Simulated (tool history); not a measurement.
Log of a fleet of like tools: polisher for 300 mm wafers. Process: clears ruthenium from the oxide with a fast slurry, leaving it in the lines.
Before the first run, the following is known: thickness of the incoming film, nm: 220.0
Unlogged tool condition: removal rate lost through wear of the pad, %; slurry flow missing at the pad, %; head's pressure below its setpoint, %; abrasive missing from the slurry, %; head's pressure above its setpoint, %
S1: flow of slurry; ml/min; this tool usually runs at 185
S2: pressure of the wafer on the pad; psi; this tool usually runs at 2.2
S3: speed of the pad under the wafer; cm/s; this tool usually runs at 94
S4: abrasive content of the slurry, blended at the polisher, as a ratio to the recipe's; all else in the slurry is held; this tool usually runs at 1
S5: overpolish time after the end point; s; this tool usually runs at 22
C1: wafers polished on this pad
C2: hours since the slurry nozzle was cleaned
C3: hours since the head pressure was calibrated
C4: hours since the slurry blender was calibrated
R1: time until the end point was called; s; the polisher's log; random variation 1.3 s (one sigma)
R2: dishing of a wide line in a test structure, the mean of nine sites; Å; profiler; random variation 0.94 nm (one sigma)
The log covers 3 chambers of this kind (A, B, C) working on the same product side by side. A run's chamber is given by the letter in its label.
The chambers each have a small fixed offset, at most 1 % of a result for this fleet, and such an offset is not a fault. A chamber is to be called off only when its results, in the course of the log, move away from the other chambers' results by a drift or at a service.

run 1B hour=3.0 | S1=185 S2=2.2 S3=94 S4=1 S5=22 | C1=418 C2=178.4 C3=907.0 C4=24.7 | R1=67.031 R2=559.26
run 2A hour=6.8 | S1=185 S2=2.2 S3=94 S4=1 S5=22 | C1=362 C2=896.7 C3=638.3 C4=235.9 | R1=65.514 R2=552.48
run 3C hour=10.6 | S1=185 S2=2.2 S3=94 S4=1 S5=22 | C1=415 C2=178.4 C3=241.3 C4=112.2 | R1=63.788 R2=570.51
run 4B hour=17.0 | S1=185 S2=2.2 S3=94 S4=1 S5=22 | C1=609 C2=192.4 C3=921.0 C4=38.7 | R1=66.320 R2=553.56
run 5C hour=22.5 | S1=185 S2=2.2 S3=94 S4=1 S5=22 | C1=578 C2=190.3 C3=253.2 C4=124.1 | R1=63.079 R2=555.17
run 6A hour=28.5 | S1=145 S2=2.2 S3=76 S4=1 S5=22 | C1=658 C2=918.4 C3=660.0 C4=257.6 | R1=85.196 R2=444.63
run 7B hour=33.8 | S1=145 S2=2.2 S3=76 S4=1 S5=22 | C1=838 C2=209.2 C3=937.8 C4=55.5 | R1=83.523 R2=446.84
run 8A hour=39.9 | S1=145 S2=2.2 S3=76 S4=1 S5=22 | C1=813 C2=929.8 C3=671.4 C4=269.0 | R1=84.722 R2=434.02
-- hour=42.0 chamber A: worn pad replaced by a new one
run 9C hour=46.2 | S1=185 S2=2.2 S3=94 S4=1 S5=22 | C1=901 C2=214.0 C3=276.9 C4=147.8 | R1=65.638 R2=554.16
-- hour=49.2 chamber C: worn pad replaced by a new one
run 10A hour=52.5 | S1=185 S2=2.2 S3=94 S4=1 S5=22 | C1=143 C2=942.4 C3=684.0 C4=281.6 | R1=68.235 R2=539.91
-- hour=55.7 chamber A: slurry nozzle cleaned
run 11C hour=57.6 | S1=185 S2=2.2 S3=94 S4=1 S5=22 | C1=115 C2=225.4 C3=288.3 C4=159.2 | R1=68.692 R2=535.47
run 12B hour=61.0 | S1=185 S2=2.2 S3=104 S4=1 S5=22 | C1=1209 C2=236.4 C3=965.0 C4=82.7 | R1=61.717 R2=597.78
run 13C hour=65.8 | S1=185 S2=2.2 S3=104 S4=1 S5=22 | C1=227 C2=233.6 C3=296.5 C4=167.4 | R1=60.514 R2=605.72
run 14B hour=68.8 | S1=185 S2=2.2 S3=104 S4=1 S5=22 | C1=1315 C2=244.2 C3=972.8 C4=90.5 | R1=59.031 R2=620.37
run 15A hour=72.0 | S1=185 S2=2.2 S3=94 S4=1 S5=22 | C1=409 C2=16.4 C3=703.5 C4=301.1 | R1=73.372 R2=513.16
run 16B hour=75.1 | S1=185 S2=1.7 S3=94 S4=1 S5=22 | C1=1401 C2=250.5 C3=979.1 C4=96.8 | R1=87.454 R2=439.30
run 17A hour=79.5 | S1=185 S2=1.7 S3=94 S4=1 S5=22 | C1=511 C2=23.9 C3=711.0 C4=308.6 | R1=93.677 R2=407.80
run 18C hour=85.3 | S1=185 S2=1.7 S3=94 S4=1 S5=22 | C1=493 C2=253.1 C3=316.0 C4=186.9 | R1=85.618 R2=450.34
-- hour=86.6 chamber B: worn pad replaced by a new one
run 19C hour=90.5 | S1=160 S2=2.2 S3=114 S4=1 S5=22 | C1=563 C2=258.3 C3=321.2 C4=192.1 | R1=56.592 R2=633.75
run 20B hour=95.8 | S1=160 S2=2.2 S3=114 S4=1 S5=22 | C1=125 C2=271.2 C3=999.8 C4=117.5 | R1=56.411 R2=635.30
run 21A hour=101.0 | S1=160 S2=2.2 S3=114 S4=1 S5=22 | C1=804 C2=45.4 C3=732.5 C4=330.1 | R1=64.097 R2=560.91
run 22C hour=103.8 | S1=185 S2=2.2 S3=94 S4=1 S5=22 | C1=745 C2=271.6 C3=334.5 C4=205.4 | R1=63.927 R2=561.12
-- hour=104.7 chamber A: worn pad replaced by a new one
run 23A hour=108.1 | S1=185 S2=2.2 S3=94 S4=1 S5=22 | C1=47 C2=52.5 C3=739.6 C4=337.2 | R1=82.706 R2=470.90

Does one chamber stand apart from the rest, does the shared gauge drift, or is all well apart from small per-chamber offsets? Give the chamber and the most likely cause, where there is one.

Chamber A drifts away from the others.
What lies behind it: abrasive missing from the slurry, % = 35.7.

Here are 4 candidates for chamber A's next run, each the usual settings with a change, their results left as question marks. Which one brings its results back in line with what the others give on the usual settings?
Allowed miss from the other chambers' usual-settings mean, per result, to count as in line: R1 4.600 s; R2 33.00 Å
run 24A-1 hour=112.8 | S1=185 S2=2.3 S3=98 S4=1.00 S5=22 | R1=? R2=?
run 24A-2 hour=112.8 | S1=185 S2=2.1 S3=90 S4=1.00 S5=22 | R1=? R2=?
run 24A-3 hour=112.8 | S1=190 S2=2.4 S3=102 S4=1.05 S5=22 | R1=? R2=?
run 24A-4 hour=112.8 | S1=180 S2=2.0 S3=86 S4=0.95 S5=22 | R1=? R2=?

What the other chambers average on the usual settings: R1 66.670 s; R2 553.66 Å
run=24A-1 R1=76.002 R2=498.16
run=24A-2 R1=90.642 R2=427.88
run=24A-3 R1=67.836 R2=548.27
run=24A-4 R1=102.980 R2=382.36
With 24A-3, the chamber falls back in line with the rest.
